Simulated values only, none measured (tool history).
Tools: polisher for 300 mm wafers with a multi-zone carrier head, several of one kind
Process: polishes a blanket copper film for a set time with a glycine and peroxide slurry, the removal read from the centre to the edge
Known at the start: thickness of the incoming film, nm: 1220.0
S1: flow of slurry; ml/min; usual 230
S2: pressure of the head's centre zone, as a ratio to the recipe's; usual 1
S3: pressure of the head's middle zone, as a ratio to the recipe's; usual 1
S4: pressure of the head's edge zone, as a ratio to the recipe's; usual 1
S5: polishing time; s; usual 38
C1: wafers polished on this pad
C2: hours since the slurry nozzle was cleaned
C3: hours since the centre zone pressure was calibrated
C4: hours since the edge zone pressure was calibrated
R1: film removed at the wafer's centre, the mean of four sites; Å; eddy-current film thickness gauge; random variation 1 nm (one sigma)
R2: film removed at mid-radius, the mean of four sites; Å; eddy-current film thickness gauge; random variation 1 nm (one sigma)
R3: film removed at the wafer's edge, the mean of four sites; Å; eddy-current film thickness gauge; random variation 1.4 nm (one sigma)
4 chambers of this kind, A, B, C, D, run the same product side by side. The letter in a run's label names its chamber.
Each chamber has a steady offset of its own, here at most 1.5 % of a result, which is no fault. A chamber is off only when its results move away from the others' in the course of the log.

run   hour   S1    S2    S3    S4  S5    C1     C2     C3     C4      R1      R2      R3
 1C   11.7  230     1     1     1  38   910  332.9   14.7   85.6  1455.8  1439.5    1454
 2A   21.5  230     1     1     1  38  1262  353.9  422.8  103.6  1444.8  1413.7  1433.3
 3B   36.2  230     1     1     1  38   959   57.6   57.6  424.6  1437.7  1457.9  1459.6
      40.3  -- chamber C: worn pad replaced by a new one
        44  -- chamber A: worn pad replaced by a new one
      44.2  -- chamber D: worn pad replaced by a new one
 4D   51.8  230     1     1     1  38    86   60.7  128.2  227.5  1398.5  1410.7  1432.2
      54.7  -- chamber B: worn pad replaced by a new one
 5A   59.6  230  1.07     1     1  43   175    392  460.9  141.7  1767.1  1605.9  1606.4
 6D   73.5  230  1.07     1     1  43   330   82.4  149.9  249.2  1723.3  1620.3  1624.8
 7B   83.6  230  1.07     1     1  43   325    105    105    472    1747  1652.2  1655.1
 8C   94.5  230  1.07     1     1  43   610  415.7   97.5  168.4  1777.1  1647.9  1625.7
 9D  102.2  230     1     1     1  38   653  111.1  178.6  277.9  1419.8  1428.9  1457.6
10B  115.3  230     1     1     1  46   681  136.7  136.7  503.7  1741.7    1743  1782.4
     129.5  -- chamber D: edge zone pressure recalibrated
11C  130.5  230     1     1     1  46  1014  451.7  133.5  204.4  1785.6  1750.4  1758.5
     135.4  -- chamber D: worn pad replaced by a new one
12A  144.8  230     1     1     1  46  1133  477.2  546.1  226.9  1766.1  1708.6  1710.4
     145.7  -- chamber B: worn pad replaced by a new one
       153  -- chamber C: worn pad replaced by a new one
13D  153.4  230     1     1     1  46   202  162.3  229.8   23.9  1749.4  1702.2  1716.5
14A  168.2  230     1     1     1  38  1396  500.6  569.5  250.3  1453.2  1424.5  1429.5
     172.4  -- chamber A: worn pad replaced by a new one
15C  176.7  230     1     1     1  38   266  497.9  179.7  250.6  1445.1  1440.4  1450.8
16B  184.6  230     1     1     1  38   437    206    206    573  1447.2    1468    1467
     189.4  -- chamber A: centre zone pressure recalibrated
     195.8  -- chamber C: slurry nozzle cleaned
17B  197.3  230     1     1     1  38   580  218.7  218.7  585.7  1426.7  1454.8  1468.8
     201.4  -- chamber B: slurry nozzle cleaned
18C  210.1  230     1     1     1  38   642   14.3  213.1    284  1441.9  1442.9  1441.6
19D  220.9  230     1     1     1  38   961  229.8  297.3   91.4  1415.2  1426.6    1417
20A  230.3  230     1     1     1  38   651  562.7   40.9  312.4  1350.4    1443    1407
       241  -- chamber C: worn pad replaced by a new one
     242.7  -- chamber D: worn pad replaced by a new one
21D  244.1  230     1     1     1  38    16    253  320.5  114.6  1426.2  1424.3  1455.8
22B  251.9  230     1     1     1  38  1194   50.6  273.3  640.3  1441.3  1452.4  1458.3
     254.3  -- chamber B: worn pad replaced by a new one
23A  264.9  230     1     1     1  38  1040  597.3   75.5    347  1362.1    1443    1419
24C  276.2  230  0.94  0.94     1  38   396   80.4  279.2  350.1  1356.4  1378.8    1471
     284.1  -- chamber A: edge zone pressure recalibrated
25A  284.4  230  0.94  0.94     1  38  1259  616.8     95    0.4  1267.3  1351.3  1405.8
     286.8  -- chamber A: worn pad replaced by a new one
26D  295.1  230  0.94  0.94     1  38   589    304  371.5  165.6  1326.6  1358.9  1430.5
27C  310.3  230  0.94  0.94     1  38   779  114.5  313.3  384.2  1363.8  1378.9    1474
28B  324.2  230     1     1     1  38   785  122.9  345.6  712.6  1428.6  1456.3  1458.1
     334.5  -- chamber D: worn pad replaced by a new one
     338.1  -- chamber C: edge zone pressure recalibrated
29C  339.3  230     1     1     1  38  1105  143.5  342.3    1.3  1442.2  1433.2  1440.7
     342.4  -- chamber C: centre zone pressure recalibrated
     347.1  -- chamber C: worn pad replaced by a new one
30B  347.7  230     1     1     1  38  1050  146.4  369.1  736.1  1431.7  1447.6  1457.2
     353.4  -- chamber B: worn pad replaced by a new one
31D  355.7  230     1  1.04  0.91  38   238  364.6  432.1  226.2  1412.5  1487.7  1373.4
32A  367.1  230     1  1.04  0.91  38   903  699.5  177.7   83.1  1359.7  1473.3  1333.7
     374.8  -- chamber A: slurry nozzle cleaned
33D  379.1  230     1  1.04  0.91  38   501    388  455.5  249.6  1404.5  1478.7  1335.1
34C  390.4  230     1  1.04  0.91  38   487  194.6   48.1   52.4  1457.5  1503.9    1375
     404.2  -- chamber A: worn pad replaced by a new one
35A  404.7  230     1     1     1  38     6   29.9  215.3  120.7  1362.7  1413.7  1417.5
36B  415.2  230     1     1     1  38   695  213.9  436.6  803.6  1409.5  1443.4  1458.6
     417.7  -- chamber B: slurry nozzle cleaned
37B  427.1  230     1     1     1  38   829    9.5  448.5  815.5  1407.4    1449  1430.1
     432.1  -- chamber D: worn pad replaced by a new one
38A  434.4  230     1     1     1  38   340   59.6    245  150.4  1357.3    1414  1450.1
     442.2  -- chamber C: worn pad replaced by a new one
39C  443.6  230     1     1     1  38    16  247.8  101.3  105.6  1436.6  1451.4  1448.7
40D    454  230     1     1     1  38   247  462.9  530.4  324.5  1427.8  1409.5  1426.3
41C  461.7  230     1     1     1  38   220  265.9  119.4  123.7  1465.7  1447.8  1451.5
     464.1  -- chamber B: worn pad replaced by a new one
     469.2  -- chamber D: edge zone pressure recalibrated
42A  477.1  230     1  0.88     1  50   820  102.3  287.7  193.1  1791.4  1690.1  1881.1
43B  484.1  230     1  0.88     1  50   225   66.5  505.5  872.5  1873.7    1705  1906.7
44D  492.3  230     1  0.88     1  50   677  501.2  568.7   23.2  1862.3  1678.9  1884.7

Next, every chamber runs the same settings. What will each give?
45A  503.8  230   1   1   1  38                   ?   ?   ?
45B  503.8  230   1   1   1  38                   ?   ?   ?
45C  503.8  230   1   1   1  38                   ?   ?   ?
45D  503.8  230   1   1   1  38                   ?   ?   ?

run      R1      R2      R3
45A  1359.3  1412.7  1431.7
45B    1427  1468.1    1452
45C  1475.4    1446  1413.2
45D  1404.6  1406.6  1434.1
